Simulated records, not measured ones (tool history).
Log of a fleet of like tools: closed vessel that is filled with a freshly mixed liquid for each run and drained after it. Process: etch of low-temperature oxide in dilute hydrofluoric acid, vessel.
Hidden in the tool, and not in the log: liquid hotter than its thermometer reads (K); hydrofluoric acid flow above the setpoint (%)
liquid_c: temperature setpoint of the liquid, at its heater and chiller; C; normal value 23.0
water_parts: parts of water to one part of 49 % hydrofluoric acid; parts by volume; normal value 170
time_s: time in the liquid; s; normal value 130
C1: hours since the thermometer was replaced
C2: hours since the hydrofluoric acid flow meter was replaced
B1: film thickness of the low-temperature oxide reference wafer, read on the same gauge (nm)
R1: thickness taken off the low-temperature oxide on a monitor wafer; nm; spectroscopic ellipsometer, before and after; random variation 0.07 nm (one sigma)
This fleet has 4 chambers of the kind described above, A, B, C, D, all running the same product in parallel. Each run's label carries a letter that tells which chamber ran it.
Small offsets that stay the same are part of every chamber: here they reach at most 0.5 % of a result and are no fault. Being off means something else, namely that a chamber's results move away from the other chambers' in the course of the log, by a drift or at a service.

Run 1C, hour 3.8: usual settings; C1 1515.7; C2 739.4; B1 130.04. Result: R1 7.2147 nm.
Run 2A, hour 7.2: usual settings; C1 429.0; C2 1910.0; B1 129.98. Result: R1 7.1684 nm.
Run 3D, hour 13.4: usual settings; C1 944.4; C2 455.7; B1 130.00. Result: R1 7.2830 nm.
Run 4B, hour 20.7: usual settings; C1 2357.8; C2 1673.4; B1 130.01. Result: R1 7.2934 nm.
Run 5D, hour 28.1: usual settings but liquid_c 25.0 C, water_parts 200 parts by volume; C1 959.1; C2 470.4; B1 129.99. Result: R1 6.3659 nm.
Run 6B, hour 33.0: usual settings but liquid_c 25.0 C, water_parts 200 parts by volume; C1 2370.1; C2 1685.7; B1 129.99. Result: R1 6.4325 nm.
Run 7C, hour 39.6: usual settings but liquid_c 25.0 C, water_parts 200 parts by volume; C1 1551.5; C2 775.2; B1 130.05. Result: R1 6.3884 nm.
Run 8A, hour 44.4: usual settings but liquid_c 25.0 C, water_parts 200 parts by volume; C1 466.2; C2 1947.2; B1 130.04. Result: R1 6.3847 nm.
Run 9B, hour 50.3: usual settings; C1 2387.4; C2 1703.0; B1 130.02. Result: R1 7.1667 nm.
At hour 54.9: chamber B: thermometer replaced.
Run 10C, hour 55.2: usual settings; C1 1567.1; C2 790.8; B1 130.00. Result: R1 7.2681 nm.
Run 11D, hour 59.0: usual settings; C1 990.0; C2 501.3; B1 130.02. Result: R1 7.2223 nm.
Run 12A, hour 66.0: usual settings; C1 487.8; C2 1968.8; B1 130.00. Result: R1 7.1646 nm.
Run 13D, hour 71.0: usual settings but water_parts 210 parts by volume, time_s 100 s; C1 1002.0; C2 513.3; B1 130.00. Result: R1 4.3570 nm.
Run 14A, hour 75.4: usual settings but water_parts 210 parts by volume, time_s 100 s; C1 497.2; C2 1978.2; B1 130.00. Result: R1 4.2624 nm.
Run 15C, hour 80.4: usual settings but water_parts 210 parts by volume, time_s 100 s; C1 1592.3; C2 816.0; B1 129.98. Result: R1 4.2818 nm.
Run 16B, hour 86.7: usual settings but water_parts 210 parts by volume, time_s 100 s; C1 31.8; C2 1739.4; B1 130.00. Result: R1 4.3775 nm.
Run 17B, hour 90.1: usual settings; C1 35.2; C2 1742.8; B1 130.01. Result: R1 7.2232 nm.
Run 18D, hour 96.1: usual settings; C1 1027.1; C2 538.4; B1 130.01. Result: R1 7.1989 nm.
Run 19A, hour 102.1: usual settings; C1 523.9; C2 2004.9; B1 130.02. Result: R1 7.2556 nm.
Run 20C, hour 105.4: usual settings; C1 1617.3; C2 841.0; B1 130.00. Result: R1 7.2388 nm.
Run 21A, hour 109.9: usual settings but time_s 100 s; C1 531.7; C2 2012.7; B1 130.01. Result: R1 5.5257 nm.
Run 22D, hour 115.6: usual settings but time_s 100 s; C1 1046.6; C2 557.9; B1 129.97. Result: R1 5.6914 nm.
Run 23C, hour 119.7: usual settings but time_s 100 s; C1 1631.6; C2 855.3; B1 130.02. Result: R1 5.6821 nm.
Run 24B, hour 123.8: usual settings but time_s 100 s; C1 68.9; C2 1776.5; B1 129.99. Result: R1 5.5732 nm.
Run 25A, hour 128.6: usual settings; C1 550.4; C2 2031.4; B1 130.00. Result: R1 7.1984 nm.
Run 26C, hour 133.0: usual settings; C1 1644.9; C2 868.6; B1 129.99. Result: R1 7.2138 nm.
Run 27B, hour 140.0: usual settings; C1 85.1; C2 1792.7; B1 130.03. Result: R1 7.2313 nm.
Run 28D, hour 146.0: usual settings; C1 1077.0; C2 588.3; B1 129.99. Result: R1 7.4445 nm.
Run 29D, hour 149.5: usual settings; C1 1080.5; C2 591.8; B1 130.01. Result: R1 7.4404 nm.
Run 30B, hour 153.8: usual settings but water_parts 200 parts by volume, time_s 60 s; C1 98.9; C2 1806.5; B1 129.99. Result: R1 2.7965 nm.
Run 31A, hour 157.9: usual settings but water_parts 200 parts by volume, time_s 60 s; C1 579.7; C2 2060.7; B1 130.00. Result: R1 2.7177 nm.
Run 32C, hour 161.9: usual settings but water_parts 200 parts by volume, time_s 60 s; C1 1673.8; C2 897.5; B1 130.01. Result: R1 2.7557 nm.
Run 33B, hour 166.5: usual settings but water_parts 200 parts by volume, time_s 60 s; C1 111.6; C2 1819.2; B1 129.99. Result: R1 2.7159 nm.
Run 34C, hour 170.7: usual settings; C1 1682.6; C2 906.3; B1 130.02. Result: R1 7.2179 nm.
Run 35A, hour 175.3: usual settings; C1 597.1; C2 2078.1; B1 129.99. Result: R1 7.1518 nm.
Run 36D, hour 182.1: usual settings; C1 1113.1; C2 624.4; B1 129.98. Result: R1 7.6198 nm.
Run 37A, hour 187.7: usual settings but liquid_c 18.5 C, water_parts 120 parts by volume; C1 609.5; C2 2090.5; B1 129.98. Result: R1 9.0791 nm.
Run 38C, hour 192.0: usual settings but liquid_c 18.5 C, water_parts 120 parts by volume; C1 1703.9; C2 927.6; B1 130.02. Result: R1 9.1644 nm.
Run 39B, hour 197.7: usual settings but liquid_c 18.5 C, water_parts 120 parts by volume; C1 142.8; C2 1850.4; B1 130.04. Result: R1 9.0322 nm.
Run 40D, hour 201.8: usual settings but liquid_c 18.5 C, water_parts 120 parts by volume; C1 1132.8; C2 644.1; B1 130.01. Result: R1 9.7418 nm.
Run 41D, hour 207.6: usual settings; C1 1138.6; C2 649.9; B1 130.01. Result: R1 7.8516 nm.
Run 42A, hour 211.8: usual settings; C1 633.6; C2 2114.6; B1 130.02. Result: R1 7.2254 nm.
Run 43B, hour 215.2: usual settings; C1 160.3; C2 1867.9; B1 129.99. Result: R1 7.2186 nm.

All 4 chambers run these settings next. Forecast each chamber's results:
Run 44A, hour 220.6: usual settings. Result: R1 ?.
Run 44B, hour 220.6: usual settings. Result: R1 ?.
Run 44C, hour 220.6: usual settings. Result: R1 ?.
Run 44D, hour 220.6: usual settings. Result: R1 ?.

run      R1
44A  7.2358
44B  7.1763
44C  7.4383
44D  7.9403
